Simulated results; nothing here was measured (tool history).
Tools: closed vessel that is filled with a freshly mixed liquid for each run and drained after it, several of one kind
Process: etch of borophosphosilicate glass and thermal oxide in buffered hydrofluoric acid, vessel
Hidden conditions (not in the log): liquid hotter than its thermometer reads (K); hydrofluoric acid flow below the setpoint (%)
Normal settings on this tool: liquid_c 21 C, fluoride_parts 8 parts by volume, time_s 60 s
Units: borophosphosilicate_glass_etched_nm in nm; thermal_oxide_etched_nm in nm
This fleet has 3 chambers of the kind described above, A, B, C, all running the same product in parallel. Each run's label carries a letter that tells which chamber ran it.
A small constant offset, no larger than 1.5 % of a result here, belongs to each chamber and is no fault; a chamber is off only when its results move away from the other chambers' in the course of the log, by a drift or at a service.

run	day	liquid_c	fluoride_parts	time_s	hours since the thermometer was replaced	hours since the hydrofluoric acid flow meter was replaced	read-back film thickness of the borophosphosilicate glass reference wafer, read on the same gauge (nm)	read-back film thickness of the thermal oxide reference wafer, read on the same gauge (nm)	borophosphosilicate_glass_etched_nm	thermal_oxide_etched_nm
1A	0.4	21	8	60	333.3	290.3	110	40.01	82.731	70.932
2C	0.921	21	8	60	289.4	2438.5	110.01	39.986	81.069	70.978
3B	1.45	21	8	60	585.8	336.3	110	40.002	80.179	71.108
4C	1.854	21	8	60	311.8	2460.9	110.01	40.014	81.133	71.006
5B	2.404	21	8	60	608.7	359.2	110.01	39.977	80.366	70.909
6A	2.779	24	8	60	390.4	347.4	110.02	39.985	96.666	83.863
7C	3.092	24	8	60	341.5	2490.6	110.01	39.994	95.925	82.712
# day 3.296: chamber C: hydrofluoric acid flow meter replaced
8B	3.4	24	8	60	632.6	383.1	109.99	39.987	94.615	83.797
9A	3.971	17.5	8	60	419	376	109.98	39.995	67.62	58.243
10B	4.583	17.5	8	60	661	411.5	109.99	40.009	65.83	58.509
11A	5.075	17.5	8	60	445.5	402.5	110.03	39.992	67.481	57.907
12C	5.462	21	8	60	398.4	52	110.01	39.989	81.033	70.115
13A	5.825	21	8	60	463.5	420.5	110.02	40	82.465	70.722
14B	6.271	21	8	60	701.5	452	109.98	40.003	79.98	71.325
15C	6.646	21	8	60	426.8	80.4	110.01	40.003	81.856	71.424
16C	7.238	21	8	60	441	94.6	110	40.004	81.937	70.2
17B	7.696	21	8	60	735.7	486.2	110	39.995	79.973	70.764
18A	8.217	21	8	60	520.9	477.9	109.99	40.004	81.32	71.355
19C	8.788	21	8	60	478.2	131.8	110.01	40.003	81.248	70.891
20A	9.279	21	6	35	546.4	503.4	110.02	39.998	63.396	54.411
21B	9.575	21	6	35	780.8	531.3	109.99	39.987	62.037	54.377
22B	10.1	21	6	35	793.4	543.9	110.01	40	61.939	54.329
23A	10.708	21	8	60	580.7	537.7	110.01	40.021	81.31	70.534
24C	10.992	21	8	60	531.1	184.7	110	40.003	81.811	71.002
25B	11.508	21	8	60	827.2	577.7	109.97	40.004	79.747	71.748
26A	12.112	21	8	60	614.4	571.4	110.01	39.993	81.181	70.827
27C	12.688	21	8	60	571.8	225.4	110.02	39.977	82.342	71.569
28C	13.038	21	8	60	580.2	233.8	110.05	40.011	81.606	70.801
29A	13.375	21	8	60	644.7	601.7	109.99	39.979	81.57	70.474
30B	13.883	21	8	60	884.2	634.7	110.02	39.991	80.051	71.196

Has any chamber moved away from the others, gradually or after a service, or does the common gauge drift, or do the chambers differ only by their own small steady offsets? State the chamber and the most likely cause if one applies.

Neither any chamber nor the gauge drifts; the chambers differ only by their own small, steady offsets.

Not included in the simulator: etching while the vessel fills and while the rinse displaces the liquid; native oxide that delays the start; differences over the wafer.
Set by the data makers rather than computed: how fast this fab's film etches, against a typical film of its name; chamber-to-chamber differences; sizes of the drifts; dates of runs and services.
